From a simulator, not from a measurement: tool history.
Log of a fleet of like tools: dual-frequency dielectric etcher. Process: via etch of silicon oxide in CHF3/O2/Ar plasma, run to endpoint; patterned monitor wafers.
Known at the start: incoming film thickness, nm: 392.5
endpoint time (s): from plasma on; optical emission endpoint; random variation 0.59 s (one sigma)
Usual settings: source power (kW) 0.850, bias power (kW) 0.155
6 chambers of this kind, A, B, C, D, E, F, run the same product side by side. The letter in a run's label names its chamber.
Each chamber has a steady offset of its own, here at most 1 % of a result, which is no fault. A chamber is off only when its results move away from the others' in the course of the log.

| run | hour | source power (kW) | bias power (kW) | hours since the last wet clean | hours since the last source power generator calibration | hours since the last bias power generator calibration | endpoint time (s) |
|---|---|---|---|---|---|---|---|
| 1F | 9.0 | 0.850 | 0.155 | 149.7 | 706.8 | 3373.1 | 180.97 |
| 2A | 16.8 | 0.850 | 0.155 | 83.8 | 1192.7 | 1287.3 | 181.80 |
| 3D | 26.7 | 0.850 | 0.155 | 258.8 | 1120.2 | 2458.4 | 183.10 |
| 4B | 32.8 | 0.850 | 0.155 | 452.8 | 1882.4 | 2777.3 | 181.14 |
|  | 43.2 | chamber B: bias power generator calibrated |
| 5C | 44.2 | 0.850 | 0.155 | 447.8 | 3942.6 | 523.7 | 182.33 |
| 6E | 49.8 | 0.850 | 0.155 | 353.7 | 4023.3 | 842.4 | 182.45 |
| 7C | 60.7 | 0.850 | 0.177 | 464.3 | 3959.1 | 540.2 | 175.89 |
| 8A | 72.1 | 0.850 | 0.177 | 139.1 | 1248.0 | 1342.6 | 174.16 |
|  | 76.6 | chamber C: wet clean of the chamber |
| 9B | 80.4 | 0.850 | 0.177 | 500.4 | 1930.0 | 37.3 | 173.77 |
| 10F | 87.0 | 0.850 | 0.177 | 227.7 | 784.8 | 3451.1 | 173.62 |
| 11E | 96.3 | 0.850 | 0.177 | 400.2 | 4069.8 | 888.9 | 175.08 |
| 12D | 103.5 | 0.850 | 0.177 | 335.6 | 1197.0 | 2535.2 | 174.15 |
| 13C | 109.7 | 0.850 | 0.155 | 33.2 | 4008.1 | 589.2 | 184.44 |
| 14D | 116.3 | 0.850 | 0.155 | 348.4 | 1209.8 | 2548.0 | 181.95 |
| 15F | 123.7 | 0.850 | 0.155 | 264.4 | 821.5 | 3487.8 | 180.18 |
| 16B | 133.8 | 0.850 | 0.155 | 553.8 | 1983.4 | 90.7 | 182.47 |
|  | 136.4 | chamber B: wet clean of the chamber |
| 17A | 145.1 | 0.760 | 0.171 | 212.1 | 1321.0 | 1415.6 | 184.02 |
| 18E | 150.2 | 0.760 | 0.171 | 454.1 | 4123.7 | 942.8 | 186.45 |
| 19C | 156.2 | 0.760 | 0.171 | 79.7 | 4054.6 | 635.7 | 186.63 |
| 20E | 163.1 | 0.760 | 0.171 | 467.0 | 4136.6 | 955.7 | 183.53 |
| 21A | 170.5 | 0.760 | 0.171 | 237.5 | 1346.4 | 1441.0 | 183.34 |
| 22F | 182.1 | 0.760 | 0.171 | 322.8 | 879.9 | 3546.2 | 183.23 |
| 23D | 192.5 | 0.850 | 0.155 | 424.6 | 1286.0 | 2624.2 | 181.01 |
| 24B | 200.7 | 0.850 | 0.155 | 64.4 | 2050.3 | 157.6 | 181.61 |
| 25D | 206.9 | 0.970 | 0.178 | 439.0 | 1300.4 | 2638.6 | 164.43 |
| 26A | 215.8 | 0.970 | 0.178 | 282.8 | 1391.7 | 1486.3 | 164.48 |
| 27B | 221.3 | 0.970 | 0.178 | 85.0 | 2070.9 | 178.2 | 164.16 |
| 28C | 230.7 | 0.970 | 0.178 | 154.2 | 4129.1 | 710.2 | 167.14 |
|  | 236.0 | chamber D: bias power generator calibrated |
| 29F | 238.9 | 0.970 | 0.178 | 379.6 | 936.7 | 3603.0 | 164.30 |
| 30E | 247.3 | 0.970 | 0.178 | 551.2 | 4220.8 | 1039.9 | 166.66 |
|  | 254.5 | chamber F: wet clean of the chamber |
| 31D | 258.5 | 0.850 | 0.155 | 490.6 | 1352.0 | 22.6 | 182.26 |
| 32B | 267.3 | 0.850 | 0.155 | 131.0 | 2116.9 | 224.2 | 181.57 |
|  | 272.3 | chamber E: wet clean of the chamber |
| 33A | 278.7 | 0.850 | 0.155 | 345.7 | 1454.6 | 1549.2 | 179.50 |
| 34E | 286.0 | 0.850 | 0.155 | 13.8 | 4259.5 | 1078.6 | 182.33 |
| 35F | 295.4 | 0.850 | 0.155 | 40.9 | 993.2 | 3659.5 | 180.79 |
| 36C | 303.6 | 0.850 | 0.155 | 227.1 | 4202.0 | 783.1 | 184.76 |
|  | 305.2 | chamber F: bias power generator calibrated |
| 37C | 310.7 | 0.850 | 0.155 | 234.2 | 4209.1 | 790.2 | 184.42 |
|  | 319.3 | chamber D: wet clean of the chamber |
| 38D | 322.4 | 1.040 | 0.155 | 3.2 | 1415.9 | 86.5 | 168.61 |
| 39A | 329.4 | 1.040 | 0.155 | 396.4 | 1505.3 | 1599.9 | 164.67 |
| 40B | 336.4 | 1.040 | 0.155 | 200.1 | 2186.0 | 293.3 | 168.60 |
| 41E | 345.4 | 1.040 | 0.155 | 73.2 | 4318.9 | 1138.0 | 169.06 |
| 42F | 350.5 | 1.040 | 0.155 | 96.0 | 1048.3 | 45.3 | 166.75 |
| 43D | 358.5 | 1.040 | 0.155 | 39.3 | 1452.0 | 122.6 | 169.50 |
| 44C | 366.9 | 0.850 | 0.155 | 290.4 | 4265.3 | 846.4 | 183.54 |

All 6 chambers run these settings next. Forecast each chamber's results:
| 45A | 375.3 | 0.850 | 0.139 |  |  |  | ? |
| 45B | 375.3 | 0.850 | 0.139 |  |  |  | ? |
| 45C | 375.3 | 0.850 | 0.139 |  |  |  | ? |
| 45D | 375.3 | 0.850 | 0.139 |  |  |  | ? |
| 45E | 375.3 | 0.850 | 0.139 |  |  |  | ? |
| 45F | 375.3 | 0.850 | 0.139 |  |  |  | ? |

| run | endpoint time (s) |
|---|---|
| 45A | 184.25 |
| 45B | 188.24 |
| 45C | 190.71 |
| 45D | 188.53 |
| 45E | 188.99 |
| 45F | 186.61 |
